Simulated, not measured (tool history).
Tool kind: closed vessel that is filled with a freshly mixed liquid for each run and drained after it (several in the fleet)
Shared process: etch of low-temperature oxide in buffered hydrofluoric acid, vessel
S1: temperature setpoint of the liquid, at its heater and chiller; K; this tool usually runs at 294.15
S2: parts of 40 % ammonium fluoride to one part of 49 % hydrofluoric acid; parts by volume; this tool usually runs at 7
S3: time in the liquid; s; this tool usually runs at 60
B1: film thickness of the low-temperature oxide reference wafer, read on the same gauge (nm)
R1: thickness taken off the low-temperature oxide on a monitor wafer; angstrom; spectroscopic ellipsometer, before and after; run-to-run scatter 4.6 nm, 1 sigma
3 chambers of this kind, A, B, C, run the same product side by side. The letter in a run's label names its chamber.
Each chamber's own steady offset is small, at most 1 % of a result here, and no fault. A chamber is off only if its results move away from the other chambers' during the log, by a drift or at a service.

run    day      S1  S2  S3      B1      R1
 1B  0.246  294.15   7  60  139.96  4725.8
 2A  0.388  294.15   7  60  139.99  4724.8
 3C    0.5  294.15   7  60     140  4728.2
 4A  0.717  294.15   7  60     140    4802
 5B  0.892  294.15   7  60  139.99  4779.2
 6C  1.071  294.15   7  60  140.01  4743.3
 7A  1.183  294.15   7  60     140  4739.2
 8B    1.4  294.15   7  60  140.02  4689.1
 9C  1.529  294.15   7  60  140.05  4778.7
10C  1.738  298.15   7  60  140.01  6055.3
11A  1.933  298.15   7  60  140.02  6010.5
12B  2.046  298.15   7  60     140  6003.8
13B  2.246  294.15   7  60  139.97    4658
14C  2.462  294.15   7  60  140.01  4900.5
15A  2.662  294.15   7  60  139.98  4788.1
16C  2.779  294.15   7  60  139.99  4880.5
17B  2.975  294.15   7  60  139.98  4794.5
18A  3.158  294.15   9  90  140.01  5491.6
19A  3.392  294.15   9  90  139.99  5457.5
20B  3.525  294.15   9  90  139.97  5473.6
     3.692  -- chamber A: hydrofluoric acid flow meter replaced
21C  3.762  294.15   7  60  140.02  4973.6
22B  3.979  294.15   7  60  139.99  4770.6
23A  4.217  294.15   7  95  140.01  7470.5
24C   4.45  294.15   7  95  140.01  7978.5
25C  4.592  294.15   7  95     140  8041.5
26A  4.758  294.15   8  60  139.99  4162.6
27B  4.933  294.15   8  60  139.99  4156.2
28C  5.121  294.15   8  60  140.01  4564.2
29A  5.329  294.15   7  60  139.98    4801

The same settings go to every chamber for the next run, one line per chamber below. Forecast the results for each:
30A  5.512  294.15   7  60       ?
30B  5.512  294.15   7  60       ?
30C  5.512  294.15   7  60       ?

run      R1
30A  4736.9
30B  4799.9
30C  5265.4
